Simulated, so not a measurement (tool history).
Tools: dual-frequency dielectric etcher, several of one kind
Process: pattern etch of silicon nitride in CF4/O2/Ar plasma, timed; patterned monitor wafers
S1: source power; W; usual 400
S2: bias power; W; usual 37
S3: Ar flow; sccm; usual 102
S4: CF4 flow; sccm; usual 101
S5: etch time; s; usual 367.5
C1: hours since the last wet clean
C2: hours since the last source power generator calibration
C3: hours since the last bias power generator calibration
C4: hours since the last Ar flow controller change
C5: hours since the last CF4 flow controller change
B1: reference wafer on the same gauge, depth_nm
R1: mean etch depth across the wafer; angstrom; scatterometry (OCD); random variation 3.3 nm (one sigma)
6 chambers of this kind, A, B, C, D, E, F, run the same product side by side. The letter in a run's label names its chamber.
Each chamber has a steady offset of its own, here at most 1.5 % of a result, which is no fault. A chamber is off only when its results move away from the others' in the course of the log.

run	hour	S1	S2	S3	S4	S5	C1	C2	C3	C4	C5	B1	R1
1E	8.4	400	37	102	101	367.5	155.6	956.9	1930.0	565.9	85.3	586.93	5104.4
2D	18.8	400	37	102	101	367.5	134.6	2810.0	1596.8	2237.1	2651.8	586.48	5119.8
3C	34.4	400	37	102	101	367.5	239.5	1540.0	814.6	1440.8	1920.1	586.84	5178.3
4A	41.7	400	37	102	101	367.5	182.5	2893.2	953.5	1220.1	641.2	586.25	5213.9
5F	57.9	400	37	102	101	367.5	434.3	74.2	1035.4	3355.3	1083.5	587.68	5187.8
6B	69.8	400	37	102	101	367.5	101.6	1519.4	3293.1	2500.4	3470.5	587.36	5050.7
7F	84.1	400	37	102	101	367.5	460.5	100.4	1061.6	3381.5	1109.7	587.17	5220.5
8E	98.9	400	37	102	101	367.5	246.1	1047.4	2020.5	656.4	175.8	586.85	5065.4
9C	109.4	400	37	102	101	367.5	314.5	1615.0	889.6	1515.8	1995.1	587.89	5168.3
10B	119.7	400	37	102	101	367.5	151.5	1569.3	3343.0	2550.3	3520.4	588.06	5124.6
11D	128.1	400	37	102	101	367.5	243.9	2919.3	1706.1	2346.4	2761.1	587.09	5119.4
# hour 131.7: chamber F: Ar flow controller replaced
12A	139.8	400	37	102	101	367.5	280.6	2991.3	1051.6	1318.2	739.3	586.58	5206.9
13B	148.0	400	37	102	101	367.5	179.8	1597.6	3371.3	2578.6	3548.7	586.74	5157.9
14E	158.8	400	37	102	101	367.5	306.0	1107.3	2080.4	716.3	235.7	587.12	5104.4
15F	172.0	400	37	102	101	367.5	548.4	188.3	1149.5	40.4	1197.6	586.12	5223.0
16A	182.9	400	37	102	101	367.5	323.7	3034.4	1094.7	1361.3	782.4	586.78	5200.3
17C	190.4	400	37	102	101	367.5	395.5	1696.0	970.6	1596.8	2076.1	587.18	5151.3
18D	204.4	400	37	102	101	367.5	320.2	2995.6	1782.4	2422.7	2837.4	587.53	5167.3
19D	212.6	400	37	102	101	367.5	328.4	3003.8	1790.6	2430.9	2845.6	586.71	5114.4
# hour 220.8: chamber F: wet clean of the chamber
20C	224.8	400	37	102	101	367.5	429.9	1730.4	1005.0	1631.2	2110.5	588.51	5143.2
21F	240.3	400	37	102	101	367.5	19.6	256.6	1217.8	108.7	1265.9	587.23	5150.1
# hour 248.7: chamber C: wet clean of the chamber
22B	254.1	400	37	102	101	367.5	285.9	1703.7	3477.4	2684.7	3654.8	587.12	5050.2
23E	266.2	400	37	102	116	367.5	413.4	1214.7	2187.8	823.7	343.1	586.97	5182.5
24A	282.2	400	37	102	116	367.5	423.0	3133.7	1194.0	1460.6	881.7	586.84	5240.4
25E	297.3	400	37	102	116	367.5	444.5	1245.8	2218.9	854.8	374.2	586.57	5224.3
26C	305.3	400	37	102	116	367.5	56.6	1810.9	1085.5	1711.7	2191.0	586.82	5054.1
27D	314.7	400	37	102	116	367.5	430.5	3105.9	1892.7	2533.0	2947.7	586.19	5247.6
# hour 327.5: chamber E: bias power generator calibrated
28F	328.2	400	37	102	116	367.5	107.5	344.5	1305.7	196.6	1353.8	586.86	5265.6
29A	337.1	400	34	102	101	316.5	477.9	3188.6	1248.9	1515.5	936.6	587.75	4398.6
# hour 345.6: chamber A: wet clean of the chamber
30B	348.9	400	34	102	101	316.5	380.7	1798.5	3572.2	2779.5	3749.6	586.67	4299.9
31F	363.7	400	34	102	101	316.5	143.0	380.0	1341.2	232.1	1389.3	586.68	4327.4
32D	374.1	400	34	102	101	316.5	489.9	3165.3	1952.1	2592.4	3007.1	587.10	4276.8
33A	383.3	400	34	102	101	316.5	37.8	3234.8	1295.1	1561.7	982.8	586.88	4358.1
34E	394.5	400	34	102	101	316.5	541.7	1343.0	67.1	952.0	471.4	587.22	4233.6
35B	405.0	400	37	102	101	367.5	436.8	1854.6	3628.3	2835.6	3805.7	586.44	5103.0
36C	412.6	400	37	102	101	367.5	163.9	1918.2	1192.8	1819.0	2298.3	588.35	5009.9
# hour 421.9: chamber B: wet clean of the chamber
37A	428.2	400	37	102	101	367.5	82.7	3279.7	1340.0	1606.6	1027.7	585.51	5219.4
38D	436.5	400	37	102	101	367.5	552.3	3227.7	2014.5	2654.8	3069.5	586.99	5106.9
39E	448.3	400	37	102	101	367.5	595.5	1396.8	120.9	1005.8	525.2	586.08	5100.3
40C	459.1	400	37	102	101	367.5	210.4	1964.7	1239.3	1865.5	2344.8	586.66	4965.5
41B	467.7	400	37	102	101	367.5	45.8	1917.3	3691.0	2898.3	3868.4	587.05	5083.6

Next, every chamber runs the same settings. What will each give?
42A	479.3	400	37	102	101	367.5							?
42B	479.3	400	37	102	101	367.5							?
42C	479.3	400	37	102	101	367.5							?
42D	479.3	400	37	102	101	367.5							?
42E	479.3	400	37	102	101	367.5							?
42F	479.3	400	37	102	101	367.5							?

run	R1
42A	5232.3
42B	5086.9
42C	4973.9
42D	5129.6
42E	5056.6
42F	5138.6
